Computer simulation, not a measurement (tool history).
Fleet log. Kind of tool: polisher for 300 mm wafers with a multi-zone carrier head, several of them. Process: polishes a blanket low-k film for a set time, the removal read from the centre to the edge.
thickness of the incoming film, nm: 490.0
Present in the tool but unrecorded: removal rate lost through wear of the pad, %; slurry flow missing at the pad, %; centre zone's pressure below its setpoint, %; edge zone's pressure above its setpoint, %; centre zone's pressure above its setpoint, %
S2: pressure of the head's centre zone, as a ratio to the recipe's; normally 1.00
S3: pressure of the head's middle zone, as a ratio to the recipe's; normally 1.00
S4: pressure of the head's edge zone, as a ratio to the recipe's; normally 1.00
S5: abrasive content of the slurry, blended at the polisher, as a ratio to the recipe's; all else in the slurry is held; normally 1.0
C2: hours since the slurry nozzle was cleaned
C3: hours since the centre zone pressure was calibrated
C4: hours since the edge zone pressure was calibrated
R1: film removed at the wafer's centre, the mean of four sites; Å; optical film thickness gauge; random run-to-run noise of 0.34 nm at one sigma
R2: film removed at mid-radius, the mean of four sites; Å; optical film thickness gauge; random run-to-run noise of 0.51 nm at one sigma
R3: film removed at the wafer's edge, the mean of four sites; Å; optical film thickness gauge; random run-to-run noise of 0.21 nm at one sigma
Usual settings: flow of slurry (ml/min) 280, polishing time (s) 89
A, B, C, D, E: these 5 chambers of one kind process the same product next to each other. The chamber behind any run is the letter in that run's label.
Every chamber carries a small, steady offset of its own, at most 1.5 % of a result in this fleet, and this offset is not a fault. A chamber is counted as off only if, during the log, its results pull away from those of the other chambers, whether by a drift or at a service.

{"run": "1D", "hour": 5.0, "flow of slurry (ml/min)": 280, "S2": 1.0, "S3": 1.0, "S4": 1.0, "S5": 1.0, "polishing time (s)": 89, "wafers polished on this pad": 204, "C2": 391.6, "C3": 296.6, "C4": 553.9, "R1": 347.72, "R2": 355.15, "R3": 344.59}
{"run": "2A", "hour": 8.1, "flow of slurry (ml/min)": 280, "S2": 1.0, "S3": 1.0, "S4": 1.0, "S5": 1.0, "polishing time (s)": 89, "wafers polished on this pad": 254, "C2": 152.2, "C3": 160.3, "C4": 125.8, "R1": 354.01, "R2": 344.32, "R3": 346.88}
{"run": "3C", "hour": 11.3, "flow of slurry (ml/min)": 280, "S2": 1.0, "S3": 1.0, "S4": 1.0, "S5": 1.0, "polishing time (s)": 89, "wafers polished on this pad": 443, "C2": 222.1, "C3": 174.2, "C4": 409.1, "R1": 351.7, "R2": 356.39, "R3": 349.85}
{"run": "4B", "hour": 14.2, "flow of slurry (ml/min)": 280, "S2": 1.0, "S3": 1.0, "S4": 1.0, "S5": 1.0, "polishing time (s)": 89, "wafers polished on this pad": 665, "C2": 263.5, "C3": 1059.5, "C4": 447.8, "R1": 345.29, "R2": 343.1, "R3": 350.03}
{"run": "5E", "hour": 19.1, "flow of slurry (ml/min)": 280, "S2": 1.0, "S3": 1.0, "S4": 1.0, "S5": 1.0, "polishing time (s)": 89, "wafers polished on this pad": 1082, "C2": 597.0, "C3": 923.2, "C4": 1303.7, "R1": 346.52, "R2": 347.29, "R3": 354.26}
{"hour": 19.5, "done": "chamber D: slurry nozzle cleaned"}
{"hour": 20.6, "done": "chamber E: worn pad replaced by a new one"}
{"run": "6C", "hour": 25.5, "flow of slurry (ml/min)": 280, "S2": 1.0, "S3": 1.0, "S4": 1.0, "S5": 1.0, "polishing time (s)": 89, "wafers polished on this pad": 562, "C2": 236.3, "C3": 188.4, "C4": 423.3, "R1": 347.54, "R2": 342.69, "R3": 348.84}
{"run": "7B", "hour": 31.0, "flow of slurry (ml/min)": 280, "S2": 1.0, "S3": 1.0, "S4": 1.0, "S5": 1.0, "polishing time (s)": 89, "wafers polished on this pad": 806, "C2": 280.3, "C3": 1076.3, "C4": 464.6, "R1": 342.03, "R2": 343.71, "R3": 347.81}
{"run": "8A", "hour": 34.4, "flow of slurry (ml/min)": 280, "S2": 1.0, "S3": 1.0, "S4": 1.0, "S5": 1.0, "polishing time (s)": 89, "wafers polished on this pad": 474, "C2": 178.5, "C3": 186.6, "C4": 152.1, "R1": 348.5, "R2": 353.29, "R3": 347.75}
{"hour": 35.9, "done": "chamber C: edge zone pressure recalibrated"}
{"hour": 37.7, "done": "chamber C: worn pad replaced by a new one"}
{"run": "9E", "hour": 40.0, "flow of slurry (ml/min)": 280, "S2": 1.0, "S3": 1.0, "S4": 1.09, "S5": 1.2, "polishing time (s)": 89, "wafers polished on this pad": 162, "C2": 617.9, "C3": 944.1, "C4": 1324.6, "R1": 379.94, "R2": 389.34, "R3": 398.5}
{"run": "10D", "hour": 43.3, "flow of slurry (ml/min)": 280, "S2": 1.0, "S3": 1.0, "S4": 1.09, "S5": 1.2, "polishing time (s)": 89, "wafers polished on this pad": 524, "C2": 23.9, "C3": 334.9, "C4": 592.2, "R1": 386.2, "R2": 377.14, "R3": 391.34}
{"run": "11B", "hour": 46.9, "flow of slurry (ml/min)": 280, "S2": 1.0, "S3": 1.0, "S4": 1.09, "S5": 1.2, "polishing time (s)": 89, "wafers polished on this pad": 939, "C2": 296.2, "C3": 1092.2, "C4": 480.5, "R1": 377.12, "R2": 367.96, "R3": 396.5}
{"run": "12A", "hour": 49.7, "flow of slurry (ml/min)": 280, "S2": 1.0, "S3": 1.0, "S4": 1.09, "S5": 1.2, "polishing time (s)": 89, "wafers polished on this pad": 602, "C2": 193.8, "C3": 201.9, "C4": 167.4, "R1": 377.75, "R2": 374.67, "R3": 390.78}
{"run": "13E", "hour": 54.8, "flow of slurry (ml/min)": 280, "S2": 1.0, "S3": 1.0, "S4": 1.09, "S5": 1.2, "polishing time (s)": 89, "wafers polished on this pad": 286, "C2": 632.7, "C3": 958.9, "C4": 1339.4, "R1": 376.48, "R2": 384.84, "R3": 399.97}
{"hour": 56.9, "done": "chamber B: worn pad replaced by a new one"}
{"run": "14C", "hour": 59.0, "flow of slurry (ml/min)": 355, "S2": 1.0, "S3": 0.94, "S4": 1.0, "S5": 1.0, "polishing time (s)": 89, "wafers polished on this pad": 178, "C2": 269.8, "C3": 221.9, "C4": 23.2, "R1": 358.19, "R2": 338.42, "R3": 354.42}
{"run": "15D", "hour": 62.0, "flow of slurry (ml/min)": 355, "S2": 1.0, "S3": 0.94, "S4": 1.0, "S5": 1.0, "polishing time (s)": 89, "wafers polished on this pad": 681, "C2": 42.6, "C3": 353.6, "C4": 610.9, "R1": 366.11, "R2": 332.33, "R3": 348.61}
{"hour": 64.7, "done": "chamber A: worn pad replaced by a new one"}
{"run": "16C", "hour": 67.7, "flow of slurry (ml/min)": 355, "S2": 1.0, "S3": 0.94, "S4": 1.0, "S5": 1.0, "polishing time (s)": 89, "wafers polished on this pad": 251, "C2": 278.5, "C3": 230.6, "C4": 31.9, "R1": 354.13, "R2": 336.92, "R3": 355.7}
{"run": "17D", "hour": 73.8, "flow of slurry (ml/min)": 355, "S2": 1.0, "S3": 0.94, "S4": 1.0, "S5": 1.0, "polishing time (s)": 89, "wafers polished on this pad": 780, "C2": 54.4, "C3": 365.4, "C4": 622.7, "R1": 357.7, "R2": 338.47, "R3": 356.24}
{"run": "18A", "hour": 77.8, "flow of slurry (ml/min)": 355, "S2": 1.0, "S3": 0.94, "S4": 1.0, "S5": 1.0, "polishing time (s)": 89, "wafers polished on this pad": 110, "C2": 221.9, "C3": 230.0, "C4": 195.5, "R1": 363.71, "R2": 337.7, "R3": 350.29}
{"run": "19E", "hour": 84.1, "flow of slurry (ml/min)": 280, "S2": 1.0, "S3": 1.0, "S4": 1.0, "S5": 1.0, "polishing time (s)": 89, "wafers polished on this pad": 532, "C2": 662.0, "C3": 988.2, "C4": 1368.7, "R1": 348.0, "R2": 347.76, "R3": 352.53}
{"run": "20B", "hour": 87.0, "flow of slurry (ml/min)": 280, "S2": 0.94, "S3": 1.0, "S4": 1.0, "S5": 0.9, "polishing time (s)": 89, "wafers polished on this pad": 252, "C2": 336.3, "C3": 1132.3, "C4": 520.6, "R1": 312.62, "R2": 325.06, "R3": 333.69}
{"hour": 92.3, "done": "chamber B: edge zone pressure recalibrated"}
{"run": "21A", "hour": 92.8, "flow of slurry (ml/min)": 280, "S2": 0.94, "S3": 1.0, "S4": 1.0, "S5": 0.9, "polishing time (s)": 89, "wafers polished on this pad": 235, "C2": 236.9, "C3": 245.0, "C4": 210.5, "R1": 308.03, "R2": 333.6, "R3": 329.83}
{"hour": 94.6, "done": "chamber B: centre zone pressure recalibrated"}
{"run": "22B", "hour": 96.0, "flow of slurry (ml/min)": 280, "S2": 0.94, "S3": 1.0, "S4": 1.0, "S5": 0.9, "polishing time (s)": 89, "wafers polished on this pad": 327, "C2": 345.3, "C3": 1.4, "C4": 3.8, "R1": 315.49, "R2": 333.59, "R3": 334.62}
{"hour": 99.8, "done": "chamber C: worn pad replaced by a new one"}
{"run": "23C", "hour": 100.6, "flow of slurry (ml/min)": 280, "S2": 0.94, "S3": 1.0, "S4": 1.0, "S5": 0.9, "polishing time (s)": 89, "wafers polished on this pad": 7, "C2": 311.4, "C3": 263.5, "C4": 64.8, "R1": 308.73, "R2": 336.33, "R3": 327.34}
{"run": "24E", "hour": 105.2, "flow of slurry (ml/min)": 280, "S2": 0.94, "S3": 1.0, "S4": 1.0, "S5": 0.9, "polishing time (s)": 89, "wafers polished on this pad": 708, "C2": 683.1, "C3": 1009.3, "C4": 1389.8, "R1": 302.21, "R2": 338.03, "R3": 334.12}
{"hour": 109.2, "done": "chamber D: worn pad replaced by a new one"}
{"run": "25D", "hour": 111.3, "flow of slurry (ml/min)": 280, "S2": 1.0, "S3": 1.0, "S4": 1.0, "S5": 1.0, "polishing time (s)": 89, "wafers polished on this pad": 18, "C2": 91.9, "C3": 402.9, "C4": 660.2, "R1": 356.87, "R2": 349.81, "R3": 346.03}
{"run": "26D", "hour": 117.6, "flow of slurry (ml/min)": 280, "S2": 1.0, "S3": 1.0, "S4": 1.0, "S5": 1.2, "polishing time (s)": 89, "wafers polished on this pad": 70, "C2": 98.2, "C3": 409.2, "C4": 666.5, "R1": 391.05, "R2": 368.99, "R3": 374.22}
{"run": "27C", "hour": 123.3, "flow of slurry (ml/min)": 280, "S2": 1.0, "S3": 1.0, "S4": 1.0, "S5": 1.2, "polishing time (s)": 89, "wafers polished on this pad": 197, "C2": 334.1, "C3": 286.2, "C4": 87.5, "R1": 374.54, "R2": 381.34, "R3": 375.91}
{"run": "28B", "hour": 126.5, "flow of slurry (ml/min)": 280, "S2": 1.0, "S3": 1.0, "S4": 1.0, "S5": 1.2, "polishing time (s)": 89, "wafers polished on this pad": 582, "C2": 375.8, "C3": 31.9, "C4": 34.3, "R1": 370.31, "R2": 386.01, "R3": 377.3}
{"run": "29A", "hour": 129.4, "flow of slurry (ml/min)": 280, "S2": 1.0, "S3": 1.0, "S4": 1.0, "S5": 1.2, "polishing time (s)": 89, "wafers polished on this pad": 542, "C2": 273.5, "C3": 281.6, "C4": 247.1, "R1": 379.09, "R2": 388.66, "R3": 375.57}
{"hour": 133.9, "done": "chamber E: worn pad replaced by a new one"}
{"run": "30E", "hour": 135.4, "flow of slurry (ml/min)": 280, "S2": 1.0, "S3": 1.0, "S4": 1.0, "S5": 1.2, "polishing time (s)": 89, "wafers polished on this pad": 13, "C2": 713.3, "C3": 1039.5, "C4": 1420.0, "R1": 376.77, "R2": 375.31, "R3": 383.76}
{"run": "31C", "hour": 140.4, "flow of slurry (ml/min)": 280, "S2": 1.0, "S3": 1.0, "S4": 1.0, "S5": 0.8, "polishing time (s)": 68, "wafers polished on this pad": 340, "C2": 351.2, "C3": 303.3, "C4": 104.6, "R1": 240.46, "R2": 240.39, "R3": 237.31}
{"run": "32E", "hour": 145.1, "flow of slurry (ml/min)": 280, "S2": 1.0, "S3": 1.0, "S4": 1.0, "S5": 0.8, "polishing time (s)": 68, "wafers polished on this pad": 94, "C2": 723.0, "C3": 1049.2, "C4": 1429.7, "R1": 231.5, "R2": 243.11, "R3": 245.31}
{"run": "33D", "hour": 150.9, "flow of slurry (ml/min)": 280, "S2": 1.0, "S3": 1.0, "S4": 1.0, "S5": 0.8, "polishing time (s)": 68, "wafers polished on this pad": 349, "C2": 131.5, "C3": 442.5, "C4": 699.8, "R1": 242.97, "R2": 232.42, "R3": 237.44}
{"run": "34A", "hour": 154.3, "flow of slurry (ml/min)": 280, "S2": 1.0, "S3": 1.0, "S4": 1.0, "S5": 0.8, "polishing time (s)": 68, "wafers polished on this pad": 750, "C2": 298.4, "C3": 306.5, "C4": 272.0, "R1": 236.96, "R2": 242.55, "R3": 238.14}
{"run": "35B", "hour": 158.8, "flow of slurry (ml/min)": 280, "S2": 1.0, "S3": 1.0, "S4": 1.0, "S5": 0.8, "polishing time (s)": 68, "wafers polished on this pad": 853, "C2": 408.1, "C3": 64.2, "C4": 66.6, "R1": 238.68, "R2": 239.89, "R3": 241.12}
{"run": "36D", "hour": 163.9, "flow of slurry (ml/min)": 280, "S2": 1.0, "S3": 1.0, "S4": 1.0, "S5": 1.0, "polishing time (s)": 89, "wafers polished on this pad": 458, "C2": 144.5, "C3": 455.5, "C4": 712.8, "R1": 355.22, "R2": 350.61, "R3": 348.15}
{"hour": 164.2, "done": "chamber C: worn pad replaced by a new one"}
{"run": "37B", "hour": 169.4, "flow of slurry (ml/min)": 280, "S2": 1.0, "S3": 1.0, "S4": 1.0, "S5": 1.0, "polishing time (s)": 89, "wafers polished on this pad": 942, "C2": 418.7, "C3": 74.8, "C4": 77.2, "R1": 347.48, "R2": 350.93, "R3": 353.65}
{"run": "38C", "hour": 173.4, "flow of slurry (ml/min)": 280, "S2": 1.0, "S3": 1.0, "S4": 1.0, "S5": 1.0, "polishing time (s)": 89, "wafers polished on this pad": 77, "C2": 384.2, "C3": 336.3, "C4": 137.6, "R1": 342.81, "R2": 350.02, "R3": 347.81}
{"run": "39A", "hour": 176.4, "flow of slurry (ml/min)": 280, "S2": 1.0, "S3": 1.0, "S4": 1.0, "S5": 1.0, "polishing time (s)": 89, "wafers polished on this pad": 935, "C2": 320.5, "C3": 328.6, "C4": 294.1, "R1": 348.76, "R2": 355.18, "R3": 344.46}

Next, every chamber runs the same settings. What will each give?
{"run": "40A", "hour": 181.0, "flow of slurry (ml/min)": 280, "S2": 0.92, "S3": 1.0, "S4": 1.0, "S5": 1.0, "polishing time (s)": 89, "R1": "?", "R2": "?", "R3": "?"}
{"run": "40B", "hour": 181.0, "flow of slurry (ml/min)": 280, "S2": 0.92, "S3": 1.0, "S4": 1.0, "S5": 1.0, "polishing time (s)": 89, "R1": "?", "R2": "?", "R3": "?"}
{"run": "40C", "hour": 181.0, "flow of slurry (ml/min)": 280, "S2": 0.92, "S3": 1.0, "S4": 1.0, "S5": 1.0, "polishing time (s)": 89, "R1": "?", "R2": "?", "R3": "?"}
{"run": "40D", "hour": 181.0, "flow of slurry (ml/min)": 280, "S2": 0.92, "S3": 1.0, "S4": 1.0, "S5": 1.0, "polishing time (s)": 89, "R1": "?", "R2": "?", "R3": "?"}
{"run": "40E", "hour": 181.0, "flow of slurry (ml/min)": 280, "S2": 0.92, "S3": 1.0, "S4": 1.0, "S5": 1.0, "polishing time (s)": 89, "R1": "?", "R2": "?", "R3": "?"}

run=40A R1=313.82 R2=354.87 R3=347.01
run=40B R1=316.80 R2=358.06 R3=352.89
run=40C R1=316.37 R2=350.89 R3=349.28
run=40D R1=322.47 R2=350.07 R3=345.50
run=40E R1=314.17 R2=355.78 R3=352.31
